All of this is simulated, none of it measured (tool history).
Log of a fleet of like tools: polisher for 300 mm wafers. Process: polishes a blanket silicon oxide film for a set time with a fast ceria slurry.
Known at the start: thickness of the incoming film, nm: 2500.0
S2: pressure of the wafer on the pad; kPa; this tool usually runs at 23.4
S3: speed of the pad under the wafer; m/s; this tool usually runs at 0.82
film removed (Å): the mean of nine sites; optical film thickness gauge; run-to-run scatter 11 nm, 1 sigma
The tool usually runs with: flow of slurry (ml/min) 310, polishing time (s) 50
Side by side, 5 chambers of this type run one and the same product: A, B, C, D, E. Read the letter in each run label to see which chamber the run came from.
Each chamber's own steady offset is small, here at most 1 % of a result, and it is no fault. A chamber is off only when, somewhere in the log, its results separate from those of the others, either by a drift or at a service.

run 1B hour=9.2 | flow_of_slurry_(ml/min)=310 S2=23.4 S3=0.82 polishing_time_(s)=50 | film_removed_(Å)=8350.9
run 2A hour=17.1 | flow_of_slurry_(ml/min)=310 S2=23.4 S3=0.82 polishing_time_(s)=50 | film_removed_(Å)=8324.6
-- hour=19.7 chamber E: worn pad replaced by a new one
run 3D hour=24.5 | flow_of_slurry_(ml/min)=310 S2=23.4 S3=0.82 polishing_time_(s)=50 | film_removed_(Å)=8175.4
-- hour=30.5 chamber A: worn pad replaced by a new one
run 4C hour=33 | flow_of_slurry_(ml/min)=310 S2=23.4 S3=0.82 polishing_time_(s)=50 | film_removed_(Å)=8647
-- hour=34.1 chamber B: worn pad replaced by a new one
run 5E hour=39 | flow_of_slurry_(ml/min)=310 S2=23.4 S3=0.82 polishing_time_(s)=50 | film_removed_(Å)=8511.2
run 6C hour=49.3 | flow_of_slurry_(ml/min)=310 S2=23.4 S3=0.82 polishing_time_(s)=50 | film_removed_(Å)=8731.6
run 7D hour=59 | flow_of_slurry_(ml/min)=310 S2=23.4 S3=0.82 polishing_time_(s)=50 | film_removed_(Å)=8252.4
-- hour=64.4 chamber C: worn pad replaced by a new one
-- hour=64.4 chamber D: worn pad replaced by a new one
run 8A hour=70.1 | flow_of_slurry_(ml/min)=310 S2=23.4 S3=0.82 polishing_time_(s)=50 | film_removed_(Å)=8400
run 9B hour=79.7 | flow_of_slurry_(ml/min)=310 S2=23.4 S3=0.82 polishing_time_(s)=50 | film_removed_(Å)=8686.4
run 10E hour=88.9 | flow_of_slurry_(ml/min)=310 S2=23.4 S3=0.82 polishing_time_(s)=50 | film_removed_(Å)=8288.1
run 11C hour=99.3 | flow_of_slurry_(ml/min)=310 S2=30.3 S3=0.92 polishing_time_(s)=50 | film_removed_(Å)=12393
-- hour=100.5 chamber B: worn pad replaced by a new one
run 12B hour=105.4 | flow_of_slurry_(ml/min)=310 S2=30.3 S3=0.92 polishing_time_(s)=50 | film_removed_(Å)=12489
-- hour=105.8 chamber A: worn pad replaced by a new one
run 13E hour=111.7 | flow_of_slurry_(ml/min)=310 S2=30.3 S3=0.92 polishing_time_(s)=50 | film_removed_(Å)=12152
-- hour=111.9 chamber E: worn pad replaced by a new one
run 14A hour=118.1 | flow_of_slurry_(ml/min)=310 S2=30.3 S3=0.92 polishing_time_(s)=50 | film_removed_(Å)=12455
run 15D hour=124.9 | flow_of_slurry_(ml/min)=310 S2=30.3 S3=0.92 polishing_time_(s)=50 | film_removed_(Å)=12036
run 16B hour=130.7 | flow_of_slurry_(ml/min)=310 S2=23.4 S3=0.82 polishing_time_(s)=50 | film_removed_(Å)=8593.2
-- hour=131.6 chamber C: worn pad replaced by a new one
run 17E hour=140.5 | flow_of_slurry_(ml/min)=310 S2=23.4 S3=0.82 polishing_time_(s)=50 | film_removed_(Å)=8454.1
run 18C hour=148.9 | flow_of_slurry_(ml/min)=310 S2=23.4 S3=0.82 polishing_time_(s)=50 | film_removed_(Å)=8511.3
run 19A hour=155.5 | flow_of_slurry_(ml/min)=390 S2=23.4 S3=0.82 polishing_time_(s)=50 | film_removed_(Å)=8648.9
-- hour=155.6 chamber C: slurry nozzle cleaned
-- hour=158.9 chamber D: worn pad replaced by a new one
-- hour=162.5 chamber B: worn pad replaced by a new one
-- hour=163.2 chamber A: worn pad replaced by a new one
run 20D hour=163.7 | flow_of_slurry_(ml/min)=390 S2=23.4 S3=0.82 polishing_time_(s)=50 | film_removed_(Å)=8658
run 21E hour=170.3 | flow_of_slurry_(ml/min)=390 S2=23.4 S3=0.82 polishing_time_(s)=50 | film_removed_(Å)=8442.3
run 22D hour=176.6 | flow_of_slurry_(ml/min)=390 S2=23.4 S3=0.82 polishing_time_(s)=50 | film_removed_(Å)=8595.3
-- hour=180.8 chamber D: head pressure recalibrated
run 23A hour=185.2 | flow_of_slurry_(ml/min)=390 S2=23.4 S3=0.82 polishing_time_(s)=50 | film_removed_(Å)=8491.4
-- hour=194.7 chamber C: worn pad replaced by a new one
run 24C hour=195.4 | flow_of_slurry_(ml/min)=310 S2=23.4 S3=0.82 polishing_time_(s)=50 | film_removed_(Å)=8561.3
-- hour=201.2 chamber E: worn pad replaced by a new one
run 25B hour=206.7 | flow_of_slurry_(ml/min)=310 S2=23.4 S3=0.82 polishing_time_(s)=50 | film_removed_(Å)=8452.2
run 26C hour=212.6 | flow_of_slurry_(ml/min)=310 S2=23.4 S3=0.82 polishing_time_(s)=50 | film_removed_(Å)=8665.3
-- hour=221.5 chamber A: worn pad replaced by a new one
run 27D hour=223.4 | flow_of_slurry_(ml/min)=310 S2=29.6 S3=0.66 polishing_time_(s)=50 | film_removed_(Å)=8447
-- hour=226.6 chamber B: worn pad replaced by a new one
run 28E hour=234.3 | flow_of_slurry_(ml/min)=310 S2=29.6 S3=0.66 polishing_time_(s)=50 | film_removed_(Å)=8702
run 29B hour=240.6 | flow_of_slurry_(ml/min)=310 S2=29.6 S3=0.66 polishing_time_(s)=50 | film_removed_(Å)=8433.8
run 30A hour=251.5 | flow_of_slurry_(ml/min)=310 S2=29.6 S3=0.66 polishing_time_(s)=50 | film_removed_(Å)=8727.1
-- hour=252.5 chamber D: worn pad replaced by a new one
run 31C hour=258.7 | flow_of_slurry_(ml/min)=310 S2=29.6 S3=0.66 polishing_time_(s)=50 | film_removed_(Å)=8930.6
-- hour=263.1 chamber C: worn pad replaced by a new one
run 32B hour=265.6 | flow_of_slurry_(ml/min)=310 S2=23.4 S3=0.82 polishing_time_(s)=50 | film_removed_(Å)=8412.5
run 33E hour=274.5 | flow_of_slurry_(ml/min)=310 S2=23.4 S3=0.82 polishing_time_(s)=50 | film_removed_(Å)=8733.3
run 34A hour=281.9 | flow_of_slurry_(ml/min)=310 S2=23.4 S3=0.82 polishing_time_(s)=50 | film_removed_(Å)=8379.9
-- hour=284.1 chamber A: worn pad replaced by a new one
-- hour=289.6 chamber B: worn pad replaced by a new one
run 35D hour=289.8 | flow_of_slurry_(ml/min)=310 S2=23.4 S3=0.82 polishing_time_(s)=50 | film_removed_(Å)=8476.3
run 36A hour=295.3 | flow_of_slurry_(ml/min)=310 S2=23.4 S3=0.82 polishing_time_(s)=50 | film_removed_(Å)=8353.4
-- hour=295.6 chamber E: worn pad replaced by a new one
run 37B hour=303.4 | flow_of_slurry_(ml/min)=405 S2=23.4 S3=0.82 polishing_time_(s)=50 | film_removed_(Å)=8584.4
-- hour=306.3 chamber D: slurry nozzle cleaned
run 38D hour=308.8 | flow_of_slurry_(ml/min)=405 S2=23.4 S3=0.82 polishing_time_(s)=50 | film_removed_(Å)=8606.9
run 39E hour=315.7 | flow_of_slurry_(ml/min)=405 S2=23.4 S3=0.82 polishing_time_(s)=50 | film_removed_(Å)=8793.1
-- hour=322.9 chamber C: worn pad replaced by a new one
run 40C hour=323.9 | flow_of_slurry_(ml/min)=405 S2=23.4 S3=0.82 polishing_time_(s)=50 | film_removed_(Å)=8659.1
run 41E hour=332.1 | flow_of_slurry_(ml/min)=405 S2=23.4 S3=0.82 polishing_time_(s)=50 | film_removed_(Å)=8759.7

For the next run the whole fleet of 5 chambers uses the same settings. Give each chamber's results:
run 42A hour=340.3 | flow_of_slurry_(ml/min)=310 S2=19.3 S3=0.82 polishing_time_(s)=50 | film_removed_(Å)=?
run 42B hour=340.3 | flow_of_slurry_(ml/min)=310 S2=19.3 S3=0.82 polishing_time_(s)=50 | film_removed_(Å)=?
run 42C hour=340.3 | flow_of_slurry_(ml/min)=310 S2=19.3 S3=0.82 polishing_time_(s)=50 | film_removed_(Å)=?
run 42D hour=340.3 | flow_of_slurry_(ml/min)=310 S2=19.3 S3=0.82 polishing_time_(s)=50 | film_removed_(Å)=?
run 42E hour=340.3 | flow_of_slurry_(ml/min)=310 S2=19.3 S3=0.82 polishing_time_(s)=50 | film_removed_(Å)=?

run=42A film_removed_(Å)=7023.4
run=42B film_removed_(Å)=6968.6
run=42C film_removed_(Å)=7138.5
run=42D film_removed_(Å)=7053.1
run=42E film_removed_(Å)=6870.8
